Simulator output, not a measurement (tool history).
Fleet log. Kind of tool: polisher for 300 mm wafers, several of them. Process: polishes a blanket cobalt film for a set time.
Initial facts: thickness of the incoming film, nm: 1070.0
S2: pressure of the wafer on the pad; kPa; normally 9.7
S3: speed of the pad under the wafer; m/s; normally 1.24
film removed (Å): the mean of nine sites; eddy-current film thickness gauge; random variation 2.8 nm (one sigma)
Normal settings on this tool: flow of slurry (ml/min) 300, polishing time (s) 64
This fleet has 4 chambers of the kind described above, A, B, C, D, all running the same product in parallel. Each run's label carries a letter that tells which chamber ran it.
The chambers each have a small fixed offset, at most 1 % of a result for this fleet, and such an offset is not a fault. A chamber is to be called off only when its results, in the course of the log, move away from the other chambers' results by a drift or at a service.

At day 0.079: chamber D: worn pad replaced by a new one.
Run 1D, day 0.246: usual settings. Result: film removed (Å) 3027.9.
Run 2B, day 0.529: usual settings. Result: film removed (Å) 3008.8.
Run 3A, day 0.917: usual settings. Result: film removed (Å) 3027.2.
At day 1.038: chamber A: worn pad replaced by a new one.
Run 4C, day 1.442: usual settings. Result: film removed (Å) 3052.4.
Run 5B, day 1.738: usual settings. Result: film removed (Å) 2949.
Run 6C, day 2.121: usual settings. Result: film removed (Å) 3027.4.
At day 2.225: chamber D: slurry nozzle cleaned.
Run 7D, day 2.617: usual settings. Result: film removed (Å) 3042.1.
Run 8A, day 3.075: usual settings. Result: film removed (Å) 3047.
At day 3.288: chamber C: worn pad replaced by a new one.
Run 9D, day 3.425: usual settings but polishing time (s) 79. Result: film removed (Å) 3751.6.
At day 3.554: chamber B: worn pad replaced by a new one.
Run 10B, day 3.921: usual settings but polishing time (s) 79. Result: film removed (Å) 3702.9.
Run 11C, day 4.3: usual settings but polishing time (s) 79. Result: film removed (Å) 3637.6.
Run 12A, day 4.671: usual settings but polishing time (s) 79. Result: film removed (Å) 3649.8.
Run 13C, day 4.938: usual settings. Result: film removed (Å) 3046.
At day 5: chamber A: worn pad replaced by a new one.
Run 14A, day 5.379: usual settings. Result: film removed (Å) 2998.6.
Run 15D, day 5.888: usual settings. Result: film removed (Å) 3042.7.
At day 6.108: chamber B: slurry nozzle cleaned.
Run 16B, day 6.329: usual settings. Result: film removed (Å) 2936.5.
Run 17D, day 6.762: usual settings. Result: film removed (Å) 3011.9.
At day 7.121: chamber D: worn pad replaced by a new one.
At day 7.15: chamber B: worn pad replaced by a new one.
Run 18C, day 7.154: usual settings. Result: film removed (Å) 3011.1.
At day 7.475: chamber C: head pressure recalibrated.
Run 19B, day 7.546: usual settings. Result: film removed (Å) 2984.7.
Run 20A, day 8.096: usual settings. Result: film removed (Å) 3035.1.
Run 21B, day 8.412: usual settings but S2 12.4 kPa, S3 1.48 m/s. Result: film removed (Å) 4553.6.
Run 22A, day 8.921: usual settings but S2 12.4 kPa, S3 1.48 m/s. Result: film removed (Å) 4597.6.
At day 9.104: chamber A: worn pad replaced by a new one.
Run 23C, day 9.267: usual settings but S2 12.4 kPa, S3 1.48 m/s. Result: film removed (Å) 4916.9.
Run 24D, day 9.658: usual settings but S2 12.4 kPa, S3 1.48 m/s. Result: film removed (Å) 4619.9.
Run 25D, day 10.221: usual settings. Result: film removed (Å) 3021.8.
Run 26B, day 10.762: usual settings. Result: film removed (Å) 2996.8.
Run 27A, day 11.104: usual settings. Result: film removed (Å) 3012.8.
At day 11.129: chamber B: worn pad replaced by a new one.
Run 28C, day 11.454: usual settings. Result: film removed (Å) 3203.8.
At day 11.804: chamber C: worn pad replaced by a new one.
Run 29B, day 11.988: usual settings but flow of slurry (ml/min) 390, S3 1.04 m/s. Result: film removed (Å) 2568.
At day 12.512: chamber A: slurry nozzle cleaned.
Run 30A, day 12.542: usual settings but flow of slurry (ml/min) 390, S3 1.04 m/s. Result: film removed (Å) 2577.
At day 12.725: chamber D: worn pad replaced by a new one.
Run 31D, day 12.796: usual settings but flow of slurry (ml/min) 390, S3 1.04 m/s. Result: film removed (Å) 2591.
At day 13.021: chamber A: worn pad replaced by a new one.
Run 32C, day 13.138: usual settings but flow of slurry (ml/min) 390, S3 1.04 m/s. Result: film removed (Å) 2715.9.
Run 33A, day 13.404: usual settings. Result: film removed (Å) 3023.6.
Run 34B, day 13.858: usual settings. Result: film removed (Å) 2991.7.
Run 35D, day 14.388: usual settings. Result: film removed (Å) 3038.1.
Run 36C, day 14.879: usual settings. Result: film removed (Å) 3185.2.
Run 37C, day 15.125: usual settings. Result: film removed (Å) 3226.3.
Run 38D, day 15.462: usual settings. Result: film removed (Å) 3011.9.
At day 15.725: chamber B: worn pad replaced by a new one.
Run 39A, day 15.908: usual settings. Result: film removed (Å) 3006.
Run 40B, day 16.221: usual settings. Result: film removed (Å) 2988.8.

Predict what each chamber gives when all 4 of them run the settings below next.
Run 41A, day 16.633: usual settings. Result: film removed (Å) ?.
Run 41B, day 16.633: usual settings. Result: film removed (Å) ?.
Run 41C, day 16.633: usual settings. Result: film removed (Å) ?.
Run 41D, day 16.633: usual settings. Result: film removed (Å) ?.

run  film removed (Å)
41A            3002.5
41B            2961.4
41C            3229.9
41D              3023
